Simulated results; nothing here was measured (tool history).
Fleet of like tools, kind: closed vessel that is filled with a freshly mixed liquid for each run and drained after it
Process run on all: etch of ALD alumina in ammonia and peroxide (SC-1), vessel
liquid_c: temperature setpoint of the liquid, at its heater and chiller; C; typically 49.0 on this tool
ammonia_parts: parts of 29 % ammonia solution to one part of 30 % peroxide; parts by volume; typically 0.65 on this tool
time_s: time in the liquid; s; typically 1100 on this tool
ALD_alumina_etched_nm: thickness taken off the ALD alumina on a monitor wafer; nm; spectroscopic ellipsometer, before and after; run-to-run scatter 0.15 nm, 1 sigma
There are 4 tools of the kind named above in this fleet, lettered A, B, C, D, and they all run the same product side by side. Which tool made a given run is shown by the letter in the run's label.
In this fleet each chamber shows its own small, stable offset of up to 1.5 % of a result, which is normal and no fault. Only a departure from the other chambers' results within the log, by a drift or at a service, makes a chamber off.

run	hour	liquid_c	ammonia_parts	time_s	read-back film thickness of the ALD alumina reference wafer, read on the same gauge (nm)	ALD_alumina_etched_nm
# hour 6.3: chamber B: new drum of ammonia solution connected
1A	7.1	49.0	0.65	1100	40.033	42.179
2D	13.4	49.0	0.65	1100	40.002	42.697
3B	20.1	49.0	0.65	1100	40.031	41.929
4C	29.1	49.0	0.65	1100	40.014	42.010
5B	39.3	49.0	0.65	1100	39.986	42.021
6C	49.9	49.0	0.65	1100	40.008	42.015
7D	58.0	49.0	0.65	1100	40.024	42.802
8A	65.7	49.0	0.65	1100	39.993	42.259
9D	78.1	49.0	0.65	1100	40.012	42.283
10A	85.7	49.0	0.65	1100	40.011	42.440
11B	94.2	49.0	0.65	1100	39.998	42.089
12C	105.9	49.0	0.65	1100	39.993	42.143
13B	113.2	49.0	0.65	1100	39.988	42.302
14A	122.4	49.0	0.50	645	39.997	24.349
# hour 128.2: chamber C: ammonia flow meter replaced
15C	134.3	49.0	0.50	645	40.002	24.046
16D	143.2	49.0	0.50	645	40.023	24.280
# hour 143.9: chamber A: thermometer replaced
17D	155.4	49.0	0.50	645	39.966	24.363
18B	161.2	54.5	0.65	820	39.980	43.033
# hour 166.6: chamber D: new drum of ammonia solution connected
# hour 171.1: chamber D: thermometer replaced
19A	172.7	54.5	0.65	820	40.023	42.646
20C	184.3	54.5	0.65	820	39.990	42.324
21B	196.6	54.5	0.65	820	39.988	42.724
22C	202.7	49.0	0.65	1100	40.007	42.034
23A	210.2	49.0	0.65	1100	40.006	42.287
24D	220.7	49.0	0.65	1100	39.995	42.623
25B	227.8	49.0	0.75	1100	39.993	43.138
26C	234.0	49.0	0.75	1100	39.992	42.374
27A	240.8	49.0	0.75	1100	40.007	42.971
28D	249.3	49.0	0.75	1100	40.014	42.760
29D	258.7	49.0	0.65	1100	39.975	42.396
30B	269.4	49.0	0.40	1100	39.972	41.186
31A	280.6	49.0	0.40	1100	39.998	40.396
32C	292.1	49.0	0.40	1100	40.010	40.211
33B	304.4	49.0	0.40	1100	40.006	40.974
34D	317.0	49.0	0.65	1100	40.022	42.663
35C	325.7	49.0	0.55	1510	40.019	56.948
# hour 326.2: chamber A: ammonia flow meter replaced
# hour 334.3: chamber D: ammonia flow meter replaced
36A	336.9	49.0	0.55	1510	39.981	57.549
# hour 343.7: chamber B: new drum of ammonia solution connected
37B	348.6	49.0	0.55	1510	40.013	58.026
38A	357.6	49.0	0.55	1510	39.981	57.283
39D	366.7	41.0	0.65	1100	39.998	26.841
40C	373.3	41.0	0.65	1100	40.008	26.711
41A	382.1	41.0	0.65	1100	40.012	26.982
42C	388.1	41.0	0.65	1100	40.003	26.549
43D	393.9	49.0	0.65	1100	39.985	42.439
44B	400.8	49.0	0.65	1100	40.007	43.407

The same settings go to every chamber for the next run, one line per chamber below. Forecast the results for each:
45A	410.0	49.0	0.65	710		?
45B	410.0	49.0	0.65	710		?
45C	410.0	49.0	0.65	710		?
45D	410.0	49.0	0.65	710		?

run	ALD_alumina_etched_nm
45A	27.460
45B	28.036
45C	27.013
45D	27.367
